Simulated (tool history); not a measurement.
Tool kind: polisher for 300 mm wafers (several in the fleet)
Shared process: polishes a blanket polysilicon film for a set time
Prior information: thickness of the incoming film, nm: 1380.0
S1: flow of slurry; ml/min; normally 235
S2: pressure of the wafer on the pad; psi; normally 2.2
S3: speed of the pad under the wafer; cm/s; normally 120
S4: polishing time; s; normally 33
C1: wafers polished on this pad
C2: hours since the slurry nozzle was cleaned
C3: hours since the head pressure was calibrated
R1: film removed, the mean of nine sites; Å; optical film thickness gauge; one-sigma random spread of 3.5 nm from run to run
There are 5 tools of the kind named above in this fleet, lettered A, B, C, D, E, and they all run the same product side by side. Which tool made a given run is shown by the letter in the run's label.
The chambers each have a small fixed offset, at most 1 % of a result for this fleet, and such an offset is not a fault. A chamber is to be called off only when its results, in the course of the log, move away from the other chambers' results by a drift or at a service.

run	day	S1	S2	S3	S4	C1	C2	C3	R1
# day 0.162: chamber B: worn pad replaced by a new one
1E	0.325	235	2.2	120	33	612	229	527.2	2643.1
# day 0.383: chamber A: worn pad replaced by a new one
2A	0.554	235	2.2	120	33	68	170.7	268.3	2681.6
3D	0.812	235	2.2	120	33	1061	54.3	994	2631.6
4B	1.021	235	2.2	120	33	343	252.4	93.3	2629.3
5C	1.417	235	2.2	120	33	986	448.8	178.6	2643.3
# day 1.533: chamber E: worn pad replaced by a new one
6B	1.638	235	2.2	120	33	589	267.2	108.1	2619.9
7D	1.929	235	2.2	120	33	1507	81.1	1020.8	2593.1
# day 2.125: chamber D: worn pad replaced by a new one
# day 2.25: chamber A: worn pad replaced by a new one
8A	2.304	235	2.2	120	33	22	212.7	310.3	2673.7
9E	2.546	235	1.5	98	33	405	282.3	580.5	1473.9
10C	2.867	235	1.5	98	33	1565	483.6	213.4	1465.1
11C	3.096	235	1.5	98	33	1656	489.1	218.9	1474.1
# day 3.208: chamber B: worn pad replaced by a new one
12D	3.496	235	1.5	98	33	547	118.7	1058.4	1433
13E	3.8	235	1.5	98	33	905	312.4	610.6	1484
14A	4.071	235	2.2	120	33	727	255.1	352.7	2642.7
# day 4.262: chamber A: worn pad replaced by a new one
15B	4.488	235	2.2	120	33	512	335.6	176.5	2614.3
# day 4.633: chamber D: head pressure recalibrated
16C	4.938	235	2.2	120	33	2391	533.3	263.1	2613.2
# day 4.983: chamber E: worn pad replaced by a new one
17B	5.312	235	2.2	120	33	841	355.4	196.3	2647.3
# day 5.375: chamber D: worn pad replaced by a new one
18E	5.621	235	1.7	142	33	255	356.1	654.3	2442.1
19A	5.958	235	1.7	142	33	678	300.4	398	2391.9
# day 6.154: chamber A: worn pad replaced by a new one
20D	6.275	235	1.7	142	33	360	185.4	39.5	2432.7
21D	6.621	235	1.7	142	33	498	193.7	47.8	2382.2
# day 6.671: chamber C: slurry nozzle cleaned
# day 6.704: chamber B: worn pad replaced by a new one
22E	6.917	235	1.7	142	33	772	387.2	685.4	2432.7
23C	7.304	235	2.2	120	33	3335	15.2	319.9	2509.2
24A	7.696	235	2.2	120	33	616	342.1	439.7	2624.1
# day 7.783: chamber E: worn pad replaced by a new one
25B	8.017	235	2.2	98	33	523	420.3	261.2	2141.4
# day 8.246: chamber A: worn pad replaced by a new one
26A	8.421	235	2.2	98	33	70	359.5	457.1	2193.1
# day 8.8: chamber D: worn pad replaced by a new one
27B	8.846	235	2.2	98	33	854	440.2	281.1	2119.8
28E	9.121	235	2.2	98	33	534	440.1	738.3	2156.9
29D	9.412	235	2.2	98	33	244	260.7	114.8	2184
30C	9.796	235	2.2	120	42	4329	75	379.7	3127.3

All chambers now run identical settings, listed one chamber a line with results as question marks. What results will each chamber show?
31A	10.121	235	2.2	120	33				?
31B	10.121	235	2.2	120	33				?
31C	10.121	235	2.2	120	33				?
31D	10.121	235	2.2	120	33				?
31E	10.121	235	2.2	120	33				?

run	R1
31A	2682.6
31B	2598.4
31C	2448.5
31D	2571.7
31E	2629.1
